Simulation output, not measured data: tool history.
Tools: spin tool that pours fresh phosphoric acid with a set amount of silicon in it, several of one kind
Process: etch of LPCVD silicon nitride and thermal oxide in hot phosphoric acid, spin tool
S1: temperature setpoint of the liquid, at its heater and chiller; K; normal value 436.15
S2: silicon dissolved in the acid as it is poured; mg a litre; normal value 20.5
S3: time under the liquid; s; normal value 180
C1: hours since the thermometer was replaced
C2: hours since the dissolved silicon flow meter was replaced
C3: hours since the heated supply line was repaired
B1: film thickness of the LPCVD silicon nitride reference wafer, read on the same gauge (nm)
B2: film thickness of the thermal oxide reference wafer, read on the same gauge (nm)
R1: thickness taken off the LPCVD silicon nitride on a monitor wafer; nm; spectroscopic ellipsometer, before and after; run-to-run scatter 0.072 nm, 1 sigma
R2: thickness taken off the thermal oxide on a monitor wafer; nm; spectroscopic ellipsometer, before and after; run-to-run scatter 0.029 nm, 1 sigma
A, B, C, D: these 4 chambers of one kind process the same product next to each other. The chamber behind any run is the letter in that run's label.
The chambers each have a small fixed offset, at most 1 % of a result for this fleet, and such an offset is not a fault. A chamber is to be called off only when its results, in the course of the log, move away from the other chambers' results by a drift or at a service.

Run 1C, hour 9.4: usual settings; C1 1453.6; C2 552.0; C3 535.6; B1 50.004; B2 139.99. Result: R1 15.920 nm, R2 0.44502 nm.
Run 2A, hour 14.9: usual settings; C1 1634.4; C2 603.6; C3 714.4; B1 49.980; B2 140.06. Result: R1 16.138 nm, R2 0.39493 nm.
Run 3B, hour 23.3: usual settings; C1 126.4; C2 39.3; C3 1455.7; B1 49.995; B2 140.00. Result: R1 15.919 nm, R2 0.34342 nm.
Run 4D, hour 30.9: usual settings; C1 915.7; C2 284.5; C3 1303.1; B1 50.028; B2 139.99. Result: R1 16.000 nm, R2 0.33922 nm.
Run 5D, hour 39.8: usual settings; C1 924.6; C2 293.4; C3 1312.0; B1 50.003; B2 139.96. Result: R1 16.034 nm, R2 0.43105 nm.
Run 6B, hour 44.3: usual settings; C1 147.4; C2 60.3; C3 1476.7; B1 49.983; B2 140.01. Result: R1 15.887 nm, R2 0.41742 nm.
Run 7C, hour 49.0: usual settings but S1 434.65 K, S3 125 s; C1 1493.2; C2 591.6; C3 575.2; B1 49.986; B2 140.02. Result: R1 10.440 nm, R2 0.24970 nm.
Run 8A, hour 54.7: usual settings but S1 434.65 K, S3 125 s; C1 1674.2; C2 643.4; C3 754.2; B1 49.980; B2 140.04. Result: R1 10.552 nm, R2 0.22637 nm.
Run 9A, hour 62.8: usual settings but S1 434.65 K, S3 125 s; C1 1682.3; C2 651.5; C3 762.3; B1 50.001; B2 140.04. Result: R1 10.675 nm, R2 0.22266 nm.
Run 10D, hour 68.3: usual settings but S1 434.65 K, S3 125 s; C1 953.1; C2 321.9; C3 1340.5; B1 50.003; B2 140.01. Result: R1 10.561 nm, R2 0.21386 nm.
Run 11C, hour 75.2: usual settings; C1 1519.4; C2 617.8; C3 601.4; B1 49.995; B2 140.00. Result: R1 15.905 nm, R2 0.35460 nm.
Run 12B, hour 84.1: usual settings; C1 187.2; C2 100.1; C3 1516.5; B1 50.013; B2 140.00. Result: R1 15.862 nm, R2 0.41326 nm.
Run 13A, hour 90.1: usual settings; C1 1709.6; C2 678.8; C3 789.6; B1 50.011; B2 140.04. Result: R1 16.124 nm, R2 0.35995 nm.
Run 14D, hour 98.3: usual settings; C1 983.1; C2 351.9; C3 1370.5; B1 49.985; B2 139.99. Result: R1 15.915 nm, R2 0.32084 nm.
Run 15B, hour 107.6: usual settings; C1 210.7; C2 123.6; C3 1540.0; B1 50.011; B2 139.99. Result: R1 15.931 nm, R2 0.37170 nm.
Run 16C, hour 114.2: usual settings; C1 1558.4; C2 656.8; C3 640.4; B1 49.967; B2 140.01. Result: R1 15.944 nm, R2 0.39948 nm.
Run 17C, hour 120.5: usual settings; C1 1564.7; C2 663.1; C3 646.7; B1 50.008; B2 140.03. Result: R1 15.844 nm, R2 0.37507 nm.
Run 18B, hour 128.1: usual settings; C1 231.2; C2 144.1; C3 1560.5; B1 50.000; B2 139.98. Result: R1 16.080 nm, R2 0.36685 nm.
Run 19D, hour 135.2: usual settings but S1 439.15 K, S2 32.5 mg a litre; C1 1020.0; C2 388.8; C3 1407.4; B1 49.996; B2 140.02. Result: R1 17.714 nm, R2 0.34736 nm.
Run 20A, hour 143.7: usual settings but S1 439.15 K, S2 32.5 mg a litre; C1 1763.2; C2 732.4; C3 843.2; B1 49.982; B2 140.04. Result: R1 17.843 nm, R2 0.30509 nm.
Run 21D, hour 150.2: usual settings but S1 439.15 K, S2 32.5 mg a litre; C1 1035.0; C2 403.8; C3 1422.4; B1 49.999; B2 140.01. Result: R1 17.687 nm, R2 0.33546 nm.
Run 22C, hour 155.0: usual settings but S1 439.15 K, S2 32.5 mg a litre; C1 1599.2; C2 697.6; C3 681.2; B1 50.024; B2 140.01. Result: R1 17.598 nm, R2 0.29905 nm.
Run 23A, hour 164.0: usual settings; C1 1783.5; C2 752.7; C3 863.5; B1 49.996; B2 140.00. Result: R1 16.081 nm, R2 0.40599 nm.
Run 24B, hour 171.7: usual settings; C1 274.8; C2 187.7; C3 1604.1; B1 49.996; B2 140.00. Result: R1 15.863 nm, R2 0.37511 nm.
Run 25A, hour 176.9: usual settings; C1 1796.4; C2 765.6; C3 876.4; B1 49.982; B2 140.00. Result: R1 16.146 nm, R2 0.37050 nm.
Run 26D, hour 184.0: usual settings; C1 1068.8; C2 437.6; C3 1456.2; B1 49.994; B2 140.01. Result: R1 16.018 nm, R2 0.38512 nm.
Run 27C, hour 189.2: usual settings; C1 1633.4; C2 731.8; C3 715.4; B1 50.018; B2 140.02. Result: R1 15.977 nm, R2 0.40277 nm.
Run 28B, hour 194.2: usual settings but S1 435.15 K, S3 255 s; C1 297.3; C2 210.2; C3 1626.6; B1 50.000; B2 140.01. Result: R1 21.786 nm, R2 0.56303 nm.
Run 29A, hour 203.2: usual settings but S1 435.15 K, S3 255 s; C1 1822.7; C2 791.9; C3 902.7; B1 50.000; B2 140.00. Result: R1 22.078 nm, R2 0.47736 nm.
At hour 209.8: chamber C: thermometer replaced.
Run 30C, hour 212.7: usual settings but S1 435.15 K, S3 255 s; C1 2.9; C2 755.3; C3 738.9; B1 49.972; B2 140.01. Result: R1 21.891 nm, R2 0.50334 nm.
Run 31B, hour 217.3: usual settings but S1 435.15 K, S3 255 s; C1 320.4; C2 233.3; C3 1649.7; B1 49.976; B2 139.97. Result: R1 21.841 nm, R2 0.55665 nm.
Run 32D, hour 225.7: usual settings; C1 1110.5; C2 479.3; C3 1497.9; B1 50.012; B2 139.95. Result: R1 15.939 nm, R2 0.38607 nm.
Run 33C, hour 234.9: usual settings but S2 11.0 mg a litre, S3 130 s; C1 25.1; C2 777.5; C3 761.1; B1 50.026; B2 140.02. Result: R1 11.514 nm, R2 0.30747 nm.
Run 34A, hour 241.8: usual settings but S2 11.0 mg a litre, S3 130 s; C1 1861.3; C2 830.5; C3 941.3; B1 49.985; B2 140.02. Result: R1 11.583 nm, R2 0.33685 nm.
Run 35D, hour 250.6: usual settings but S2 11.0 mg a litre, S3 130 s; C1 1135.4; C2 504.2; C3 1522.8; B1 49.982; B2 140.01. Result: R1 11.528 nm, R2 0.33874 nm.

What goes on in this fleet: one chamber off, a drifting gauge, or nothing beyond the chambers' own small offsets? Name the chamber and the cause, if any.

All chambers stay in line apart from their small fixed offsets, and the gauge does not drift.
